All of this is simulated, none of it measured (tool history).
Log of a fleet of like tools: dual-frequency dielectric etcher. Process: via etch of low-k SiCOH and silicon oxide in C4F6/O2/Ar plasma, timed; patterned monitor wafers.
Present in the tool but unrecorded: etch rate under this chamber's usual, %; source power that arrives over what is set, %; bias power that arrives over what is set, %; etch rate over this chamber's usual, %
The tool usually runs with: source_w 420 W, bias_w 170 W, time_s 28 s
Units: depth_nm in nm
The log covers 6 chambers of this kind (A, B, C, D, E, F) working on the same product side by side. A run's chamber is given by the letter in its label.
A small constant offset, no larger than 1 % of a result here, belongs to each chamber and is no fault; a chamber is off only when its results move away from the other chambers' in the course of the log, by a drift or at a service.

run	day	source_w	bias_w	time_s	hours since the last wet clean	hours since the last source power generator calibration	hours since the last bias power generator calibration	read-back reference wafer on the same gauge, depth_nm	depth_nm
1C	0.092	420	170	28	305.3	1888.2	982.4	77.482	66.151
2B	0.279	420	170	28	306.6	737	809.3	77.502	66.703
3D	0.471	420	170	28	129.8	483.6	2427	77.536	66.093
4E	0.575	420	170	28	470.8	1917.6	2901.4	77.546	66.082
5A	0.729	420	170	28	199.8	1765.9	545.4	77.517	66.241
6F	0.921	420	209	24	289.6	2489.3	2856.9	77.551	60.521
7D	1.058	420	209	24	143.9	497.7	2441.1	77.567	60.791
8E	1.188	420	209	24	485.5	1932.3	2916.1	77.466	60.825
9F	1.3	420	209	24	298.7	2498.4	2866	77.508	60.697
10B	1.458	420	209	24	334.9	765.3	837.6	77.465	60.863
11C	1.612	420	209	24	341.8	1924.7	1018.9	77.47	60.976
# day 1.662: chamber B: wet clean of the chamber
12A	1.696	420	170	28	223	1789.1	568.6	77.558	66.695
13B	1.862	420	170	28	4.9	775	847.3	77.467	66.226
14F	2.042	380	170	28	316.5	2516.2	2883.8	77.41	63.99
15A	2.158	380	170	28	234.1	1800.2	579.7	77.491	63.952
16D	2.271	380	170	28	173	526.8	2470.2	77.49	64.458
17E	2.462	380	170	28	516.1	1962.9	2946.7	77.428	64.034
18C	2.592	380	170	28	365.3	1948.2	1042.4	77.506	63.915
19B	2.738	380	170	28	25.9	796	868.3	77.545	64.258
20F	2.904	420	170	28	337.2	2536.9	2904.5	77.519	65.655
21D	3.062	420	170	28	192	545.8	2489.2	77.451	67.006
22E	3.204	420	170	28	533.9	1980.7	2964.5	77.52	65.714
23C	3.371	420	170	28	384	1966.9	1061.1	77.508	66.535
24A	3.558	420	170	28	267.7	1833.8	613.3	77.425	66.309
25E	3.696	420	170	28	545.7	1992.5	2976.3	77.508	66.545
26C	3.879	420	170	28	396.2	1979.1	1073.3	77.445	66.545
27D	4.008	420	170	28	214.7	568.5	2511.9	77.437	67.698
28B	4.104	420	170	28	58.7	828.8	901.1	77.512	66.641
29F	4.288	420	170	28	370.4	2570.1	2937.7	77.455	65.885
30A	4.429	420	170	28	288.6	1854.7	634.2	77.492	66.805
31E	4.612	520	170	24.5	567.7	2014.5	2998.3	77.46	62.854
32D	4.771	520	170	24.5	233	586.8	2530.2	77.471	65.042
33C	4.958	520	170	24.5	422.1	2005	1099.2	77.524	63.207
34B	5.096	520	170	24.5	82.5	852.6	924.9	77.56	63.187
35F	5.267	520	170	24.5	393.9	2593.6	2961.2	77.639	63.103
36A	5.379	520	170	24.5	311.4	1877.5	657	77.511	63.24
37B	5.504	420	170	28	92.3	862.4	934.7	77.492	66.684
38D	5.654	420	170	28	254.2	608	2551.4	77.558	68.551
39F	5.829	420	170	28	407.4	2607.1	2974.7	77.533	66.601
40A	6.012	420	170	28	326.6	1892.7	672.2	77.499	66.943

All chambers now run identical settings, listed one chamber a line with results as question marks. What results will each chamber show?
41A	6.15	420	155	28					?
41B	6.15	420	155	28					?
41C	6.15	420	155	28					?
41D	6.15	420	155	28					?
41E	6.15	420	155	28					?
41F	6.15	420	155	28					?

run	depth_nm
41A	64.831
41B	64.549
41C	64.152
41D	66.652
41E	63.71
41F	64.526
